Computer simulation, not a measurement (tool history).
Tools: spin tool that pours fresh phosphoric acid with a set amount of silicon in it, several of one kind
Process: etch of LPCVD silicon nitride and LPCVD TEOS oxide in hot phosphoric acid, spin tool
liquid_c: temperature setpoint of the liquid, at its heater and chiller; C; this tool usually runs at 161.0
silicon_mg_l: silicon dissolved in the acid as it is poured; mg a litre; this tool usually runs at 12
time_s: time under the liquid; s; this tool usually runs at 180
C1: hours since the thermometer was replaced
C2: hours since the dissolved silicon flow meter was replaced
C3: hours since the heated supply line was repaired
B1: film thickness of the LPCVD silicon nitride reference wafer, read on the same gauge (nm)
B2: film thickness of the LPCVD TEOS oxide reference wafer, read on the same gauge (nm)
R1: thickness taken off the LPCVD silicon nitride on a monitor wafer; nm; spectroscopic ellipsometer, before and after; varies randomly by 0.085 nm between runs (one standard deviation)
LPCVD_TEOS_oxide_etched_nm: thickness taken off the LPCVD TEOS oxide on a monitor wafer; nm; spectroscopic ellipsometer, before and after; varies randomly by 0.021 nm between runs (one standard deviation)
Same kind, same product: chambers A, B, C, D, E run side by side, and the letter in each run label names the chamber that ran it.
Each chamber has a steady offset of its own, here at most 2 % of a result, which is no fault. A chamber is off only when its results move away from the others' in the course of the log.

{"run": "1E", "hour": 4.6, "liquid_c": 161.0, "silicon_mg_l": 12, "time_s": 180, "C1": 1928.5, "C2": 155.2, "C3": 1989.2, "B1": 49.993, "B2": 130.01, "R1": 16.375, "LPCVD_TEOS_oxide_etched_nm": 0.54553}
{"run": "2A", "hour": 7.4, "liquid_c": 161.0, "silicon_mg_l": 12, "time_s": 180, "C1": 825.6, "C2": 595.4, "C3": 801.7, "B1": 50.002, "B2": 130.0, "R1": 16.66, "LPCVD_TEOS_oxide_etched_nm": 0.57849}
{"run": "3D", "hour": 11.1, "liquid_c": 161.0, "silicon_mg_l": 12, "time_s": 180, "C1": 138.5, "C2": 1064.7, "C3": 474.4, "B1": 49.997, "B2": 129.99, "R1": 16.833, "LPCVD_TEOS_oxide_etched_nm": 0.52997}
{"run": "4B", "hour": 15.3, "liquid_c": 161.0, "silicon_mg_l": 12, "time_s": 180, "C1": 1159.9, "C2": 403.6, "C3": 1131.1, "B1": 49.983, "B2": 130.0, "R1": 16.479, "LPCVD_TEOS_oxide_etched_nm": 0.53005}
{"run": "5C", "hour": 20.3, "liquid_c": 163.5, "silicon_mg_l": 12, "time_s": 180, "C1": 88.2, "C2": 350.6, "C3": 1811.9, "B1": 49.996, "B2": 130.0, "R1": 18.28, "LPCVD_TEOS_oxide_etched_nm": 0.64619}
{"run": "6C", "hour": 23.6, "liquid_c": 163.5, "silicon_mg_l": 12, "time_s": 180, "C1": 91.5, "C2": 353.9, "C3": 1815.2, "B1": 49.992, "B2": 130.01, "R1": 18.009, "LPCVD_TEOS_oxide_etched_nm": 0.69231}
{"run": "7E", "hour": 26.2, "liquid_c": 163.5, "silicon_mg_l": 12, "time_s": 180, "C1": 1950.1, "C2": 176.8, "C3": 2010.8, "B1": 50.015, "B2": 130.0, "R1": 17.756, "LPCVD_TEOS_oxide_etched_nm": 0.66628}
{"run": "8A", "hour": 31.0, "liquid_c": 163.5, "silicon_mg_l": 12, "time_s": 180, "C1": 849.2, "C2": 619.0, "C3": 825.3, "B1": 49.991, "B2": 129.99, "R1": 17.994, "LPCVD_TEOS_oxide_etched_nm": 0.66201}
{"run": "9D", "hour": 36.8, "liquid_c": 163.5, "silicon_mg_l": 12, "time_s": 180, "C1": 164.2, "C2": 1090.4, "C3": 500.1, "B1": 50.015, "B2": 130.01, "R1": 18.079, "LPCVD_TEOS_oxide_etched_nm": 0.67384}
{"run": "10B", "hour": 40.1, "liquid_c": 161.0, "silicon_mg_l": 12, "time_s": 180, "C1": 1184.7, "C2": 428.4, "C3": 1155.9, "B1": 49.979, "B2": 129.99, "R1": 16.385, "LPCVD_TEOS_oxide_etched_nm": 0.53797}
{"run": "11A", "hour": 42.8, "liquid_c": 161.0, "silicon_mg_l": 12, "time_s": 180, "C1": 861.0, "C2": 630.8, "C3": 837.1, "B1": 50.014, "B2": 129.96, "R1": 16.602, "LPCVD_TEOS_oxide_etched_nm": 0.54935}
{"run": "12E", "hour": 46.3, "liquid_c": 161.0, "silicon_mg_l": 12, "time_s": 180, "C1": 1970.2, "C2": 196.9, "C3": 2030.9, "B1": 49.989, "B2": 129.98, "R1": 16.439, "LPCVD_TEOS_oxide_etched_nm": 0.56415}
{"run": "13D", "hour": 50.5, "liquid_c": 161.0, "silicon_mg_l": 12, "time_s": 180, "C1": 177.9, "C2": 1104.1, "C3": 513.8, "B1": 50.006, "B2": 130.0, "R1": 16.822, "LPCVD_TEOS_oxide_etched_nm": 0.54952}
{"run": "14B", "hour": 53.3, "liquid_c": 161.0, "silicon_mg_l": 12, "time_s": 180, "C1": 1197.9, "C2": 441.6, "C3": 1169.1, "B1": 49.993, "B2": 130.01, "R1": 16.229, "LPCVD_TEOS_oxide_etched_nm": 0.51903}
{"run": "15C", "hour": 57.8, "liquid_c": 161.0, "silicon_mg_l": 12, "time_s": 180, "C1": 125.7, "C2": 388.1, "C3": 1849.4, "B1": 49.998, "B2": 130.01, "R1": 16.529, "LPCVD_TEOS_oxide_etched_nm": 0.57817}
{"run": "16B", "hour": 62.9, "liquid_c": 161.0, "silicon_mg_l": 12, "time_s": 180, "C1": 1207.5, "C2": 451.2, "C3": 1178.7, "B1": 50.007, "B2": 129.97, "R1": 16.349, "LPCVD_TEOS_oxide_etched_nm": 0.54163}
{"run": "17C", "hour": 68.4, "liquid_c": 161.0, "silicon_mg_l": 12, "time_s": 180, "C1": 136.3, "C2": 398.7, "C3": 1860.0, "B1": 49.989, "B2": 129.97, "R1": 16.597, "LPCVD_TEOS_oxide_etched_nm": 0.5708}
{"run": "18D", "hour": 71.1, "liquid_c": 161.0, "silicon_mg_l": 12, "time_s": 180, "C1": 198.5, "C2": 1124.7, "C3": 534.4, "B1": 49.988, "B2": 129.97, "R1": 16.736, "LPCVD_TEOS_oxide_etched_nm": 0.53915}
{"run": "19E", "hour": 75.6, "liquid_c": 161.0, "silicon_mg_l": 12, "time_s": 180, "C1": 1999.5, "C2": 226.2, "C3": 2060.2, "B1": 50.0, "B2": 129.98, "R1": 16.307, "LPCVD_TEOS_oxide_etched_nm": 0.54544}
{"run": "20A", "hour": 81.3, "liquid_c": 161.0, "silicon_mg_l": 12, "time_s": 180, "C1": 899.5, "C2": 669.3, "C3": 875.6, "B1": 49.997, "B2": 130.01, "R1": 16.753, "LPCVD_TEOS_oxide_etched_nm": 0.536}
{"run": "21D", "hour": 85.1, "liquid_c": 161.0, "silicon_mg_l": 12, "time_s": 180, "C1": 212.5, "C2": 1138.7, "C3": 548.4, "B1": 50.001, "B2": 130.01, "R1": 16.782, "LPCVD_TEOS_oxide_etched_nm": 0.55338}
{"run": "22E", "hour": 87.8, "liquid_c": 161.0, "silicon_mg_l": 12, "time_s": 180, "C1": 2011.7, "C2": 238.4, "C3": 2072.4, "B1": 49.995, "B2": 129.99, "R1": 16.309, "LPCVD_TEOS_oxide_etched_nm": 0.55767}
{"run": "23A", "hour": 91.2, "liquid_c": 161.0, "silicon_mg_l": 12, "time_s": 180, "C1": 909.4, "C2": 679.2, "C3": 885.5, "B1": 50.006, "B2": 130.01, "R1": 16.597, "LPCVD_TEOS_oxide_etched_nm": 0.54782}
{"run": "24C", "hour": 94.5, "liquid_c": 161.0, "silicon_mg_l": 12, "time_s": 180, "C1": 162.4, "C2": 424.8, "C3": 1886.1, "B1": 49.984, "B2": 130.0, "R1": 16.682, "LPCVD_TEOS_oxide_etched_nm": 0.54549}
{"run": "25B", "hour": 97.4, "liquid_c": 161.0, "silicon_mg_l": 12, "time_s": 180, "C1": 1242.0, "C2": 485.7, "C3": 1213.2, "B1": 49.97, "B2": 130.0, "R1": 16.002, "LPCVD_TEOS_oxide_etched_nm": 0.50958}
{"run": "26E", "hour": 101.4, "liquid_c": 161.0, "silicon_mg_l": 12, "time_s": 180, "C1": 2025.3, "C2": 252.0, "C3": 2086.0, "B1": 50.0, "B2": 129.97, "R1": 16.398, "LPCVD_TEOS_oxide_etched_nm": 0.54502}
{"run": "27C", "hour": 105.1, "liquid_c": 161.0, "silicon_mg_l": 12, "time_s": 180, "C1": 173.0, "C2": 435.4, "C3": 1896.7, "B1": 50.014, "B2": 130.01, "R1": 16.648, "LPCVD_TEOS_oxide_etched_nm": 0.58696}
{"run": "28B", "hour": 107.8, "liquid_c": 161.0, "silicon_mg_l": 12, "time_s": 180, "C1": 1252.4, "C2": 496.1, "C3": 1223.6, "B1": 50.0, "B2": 129.99, "R1": 15.931, "LPCVD_TEOS_oxide_etched_nm": 0.50819}
{"run": "29D", "hour": 112.5, "liquid_c": 161.0, "silicon_mg_l": 8, "time_s": 110, "C1": 239.9, "C2": 1166.1, "C3": 575.8, "B1": 50.019, "B2": 130.02, "R1": 10.236, "LPCVD_TEOS_oxide_etched_nm": 0.36783}
{"run": "30A", "hour": 117.2, "liquid_c": 161.0, "silicon_mg_l": 8, "time_s": 110, "C1": 935.4, "C2": 705.2, "C3": 911.5, "B1": 50.007, "B2": 130.03, "R1": 10.254, "LPCVD_TEOS_oxide_etched_nm": 0.38674}
{"run": "31B", "hour": 122.3, "liquid_c": 161.0, "silicon_mg_l": 8, "time_s": 110, "C1": 1266.9, "C2": 510.6, "C3": 1238.1, "B1": 49.994, "B2": 130.01, "R1": 9.5819, "LPCVD_TEOS_oxide_etched_nm": 0.32366}
{"run": "32A", "hour": 127.5, "liquid_c": 161.0, "silicon_mg_l": 8, "time_s": 110, "C1": 945.7, "C2": 715.5, "C3": 921.8, "B1": 49.994, "B2": 129.96, "R1": 10.167, "LPCVD_TEOS_oxide_etched_nm": 0.38586}
{"run": "33D", "hour": 130.2, "liquid_c": 161.0, "silicon_mg_l": 8, "time_s": 110, "C1": 257.6, "C2": 1183.8, "C3": 593.5, "B1": 50.008, "B2": 130.02, "R1": 10.331, "LPCVD_TEOS_oxide_etched_nm": 0.39288}
{"run": "34E", "hour": 132.9, "liquid_c": 161.0, "silicon_mg_l": 9, "time_s": 240, "C1": 2056.8, "C2": 283.5, "C3": 2117.5, "B1": 49.965, "B2": 129.98, "R1": 22.078, "LPCVD_TEOS_oxide_etched_nm": 0.82219}
{"run": "35C", "hour": 137.9, "liquid_c": 161.0, "silicon_mg_l": 9, "time_s": 240, "C1": 205.8, "C2": 468.2, "C3": 1929.5, "B1": 50.021, "B2": 130.01, "R1": 22.003, "LPCVD_TEOS_oxide_etched_nm": 0.78783}
{"run": "36A", "hour": 140.9, "liquid_c": 161.0, "silicon_mg_l": 9, "time_s": 240, "C1": 959.1, "C2": 728.9, "C3": 935.2, "B1": 50.017, "B2": 130.0, "R1": 22.326, "LPCVD_TEOS_oxide_etched_nm": 0.81556}
{"run": "37C", "hour": 144.9, "liquid_c": 161.0, "silicon_mg_l": 9, "time_s": 240, "C1": 212.8, "C2": 475.2, "C3": 1936.5, "B1": 50.009, "B2": 130.01, "R1": 22.221, "LPCVD_TEOS_oxide_etched_nm": 0.78263}
{"run": "38B", "hour": 149.3, "liquid_c": 161.0, "silicon_mg_l": 9, "time_s": 240, "C1": 1293.9, "C2": 537.6, "C3": 1265.1, "B1": 49.985, "B2": 130.01, "R1": 20.713, "LPCVD_TEOS_oxide_etched_nm": 0.66305}

All chambers now run identical settings, listed one chamber a line with results as question marks. What results will each chamber show?
{"run": "39A", "hour": 153.5, "liquid_c": 161.0, "silicon_mg_l": 9, "time_s": 180, "R1": "?", "LPCVD_TEOS_oxide_etched_nm": "?"}
{"run": "39B", "hour": 153.5, "liquid_c": 161.0, "silicon_mg_l": 9, "time_s": 180, "R1": "?", "LPCVD_TEOS_oxide_etched_nm": "?"}
{"run": "39C", "hour": 153.5, "liquid_c": 161.0, "silicon_mg_l": 9, "time_s": 180, "R1": "?", "LPCVD_TEOS_oxide_etched_nm": "?"}
{"run": "39D", "hour": 153.5, "liquid_c": 161.0, "silicon_mg_l": 9, "time_s": 180, "R1": "?", "LPCVD_TEOS_oxide_etched_nm": "?"}
{"run": "39E", "hour": 153.5, "liquid_c": 161.0, "silicon_mg_l": 9, "time_s": 180, "R1": "?", "LPCVD_TEOS_oxide_etched_nm": "?"}

run=39A R1=16.6460 LPCVD_TEOS_oxide_etched_nm=0.61312
run=39B R1=15.3990 LPCVD_TEOS_oxide_etched_nm=0.53613
run=39C R1=16.5730 LPCVD_TEOS_oxide_etched_nm=0.60081
run=39D R1=16.7230 LPCVD_TEOS_oxide_etched_nm=0.59907
run=39E R1=16.3700 LPCVD_TEOS_oxide_etched_nm=0.58494
